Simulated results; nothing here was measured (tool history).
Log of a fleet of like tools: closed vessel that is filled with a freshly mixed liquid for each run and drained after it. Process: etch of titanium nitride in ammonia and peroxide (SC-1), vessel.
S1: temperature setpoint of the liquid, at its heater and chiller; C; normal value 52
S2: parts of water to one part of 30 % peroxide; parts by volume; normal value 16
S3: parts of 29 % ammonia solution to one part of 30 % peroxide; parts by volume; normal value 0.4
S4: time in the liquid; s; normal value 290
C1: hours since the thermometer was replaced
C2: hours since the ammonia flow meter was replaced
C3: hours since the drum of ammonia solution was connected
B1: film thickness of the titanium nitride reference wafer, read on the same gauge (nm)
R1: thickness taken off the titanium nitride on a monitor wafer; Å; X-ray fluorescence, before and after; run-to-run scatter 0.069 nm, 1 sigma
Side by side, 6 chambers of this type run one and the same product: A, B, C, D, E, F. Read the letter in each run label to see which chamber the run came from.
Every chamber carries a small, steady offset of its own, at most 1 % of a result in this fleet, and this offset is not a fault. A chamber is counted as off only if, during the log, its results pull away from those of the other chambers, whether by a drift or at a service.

run,day,S1,S2,S3,S4,C1,C2,C3,B1,R1
# day 0.125: chamber B: new drum of ammonia solution connected
# day 0.242: chamber C: new drum of ammonia solution connected
1C,0.296,52,16,0.4,290,696.9,587.6,1.3,80.02,181.44
2F,0.708,52,16,0.4,290,212.2,973.7,514.6,79.988,181.25
3B,0.921,52,16,0.4,290,2491.5,826.8,19.1,79.995,180.89
4E,1.2,52,16,0.4,290,413.8,1184.5,1066,80.008,181.57
5A,1.483,52,16,0.4,290,674.4,149.6,346.7,79.977,182.34
# day 1.696: chamber D: thermometer replaced
6D,1.825,52,16,0.4,290,3.1,435.9,1106,79.99,183.01
7C,2.229,52,16,0.4,290,743.3,634,47.7,80.007,182.49
# day 2.392: chamber C: thermometer replaced
8D,2.608,52,16,0.4,290,21.9,454.7,1124.8,79.999,181.47
9F,2.9,52,16,0.4,290,264.8,1026.3,567.2,80.003,180.5
10B,3.204,52,16,0.4,290,2546.3,881.6,73.9,80.024,180.13
11E,3.392,45,16,0.4,290,466.4,1237.1,1118.6,79.968,111.88
12A,3.746,45,16,0.4,290,728.7,203.9,401,80,110.09
# day 3.925: chamber A: thermometer replaced
# day 4.012: chamber D: new drum of ammonia solution connected
13B,4.158,45,16,0.4,290,2569.2,904.5,96.8,79.993,111.37
14A,4.396,45,16,0.4,290,11.4,219.5,416.6,79.994,109.61
15F,4.775,45,16,0.4,290,309.8,1071.3,612.2,79.999,110.87
16D,5.15,45,16,0.4,290,82.9,515.7,27.3,80.018,111.73
17C,5.45,52,16,0.6,290,73.5,711.3,125,79.991,196.3
18E,5.729,52,16,0.6,290,522.5,1293.2,1174.7,79.998,194.46
19E,5.971,52,16,0.6,290,528.3,1299,1180.5,79.999,196.27
20A,6.325,52,16,0.6,290,57.7,265.8,462.9,80.015,196.8
21F,6.55,52,16,0.6,290,352.4,1113.9,654.8,80.04,193.41
22D,6.788,52,16,0.6,290,122.2,555,66.6,79.98,196.43
23B,7.108,52,16,0.4,290,2640,975.3,167.6,80.02,180.13
24C,7.362,52,16,0.4,290,119.4,757.2,170.9,79.962,182.15
25F,7.638,52,16,0.4,290,378.5,1140,680.9,80.021,181.58
26A,8.05,52,16,0.4,290,99.1,307.2,504.3,79.983,181.26
27C,8.388,52,16,0.4,290,144,781.8,195.5,80.019,181.7
28D,8.808,52,16,0.4,290,170.7,603.5,115.1,79.988,182.1
29B,9.229,52,16,0.4,290,2690.9,1026.2,218.5,79.991,179.4
# day 9.483: chamber E: new drum of ammonia solution connected
30E,9.533,52,16,0.4,290,613.8,1384.5,1.3,80,184
31A,9.938,52,16,0.4,290,144.4,352.5,549.6,79.978,179.82
32B,10.325,52,16,0.4,290,2717.2,1052.5,244.8,79.998,179.94
33F,10.733,52,16,0.4,290,452.8,1214.3,755.2,80.029,180.27
34C,11.096,52,16,0.4,290,209,846.8,260.5,80,183.01
35E,11.417,52,16,0.4,290,659,1429.7,46.5,79.996,184.65
36D,11.667,52,16,0.4,290,239.3,672.1,183.7,79.994,181.89
# day 11.804: chamber F: thermometer replaced
37C,11.983,52,16,0.25,290,230.3,868.1,281.8,80.011,167.14
38F,12.204,52,16,0.25,290,9.6,1249.6,790.5,79.999,164.81
39E,12.604,52,16,0.25,290,687.5,1458.2,75,79.995,170.53
40A,12.888,52,16,0.25,290,215.2,423.3,620.4,80.017,164.18
41D,13.162,52,16,0.25,290,275.2,708,219.6,80.001,167.62
42B,13.392,52,16,0.25,290,2790.8,1126.1,318.4,80.011,164.78
43E,13.75,52,16,0.4,290,715,1485.7,102.5,80.01,187.57
44D,13.967,52,16,0.4,290,294.5,727.3,238.9,79.99,181.76

The same settings go to every chamber for the next run, one line per chamber below. Forecast the results for each:
45A,14.271,52,16,0.4,290,,,,,?
45B,14.271,52,16,0.4,290,,,,,?
45C,14.271,52,16,0.4,290,,,,,?
45D,14.271,52,16,0.4,290,,,,,?
45E,14.271,52,16,0.4,290,,,,,?
45F,14.271,52,16,0.4,290,,,,,?

run,R1
45A,181.42
45B,179.12
45C,181.85
45D,183.93
45E,187.41
45F,180.72

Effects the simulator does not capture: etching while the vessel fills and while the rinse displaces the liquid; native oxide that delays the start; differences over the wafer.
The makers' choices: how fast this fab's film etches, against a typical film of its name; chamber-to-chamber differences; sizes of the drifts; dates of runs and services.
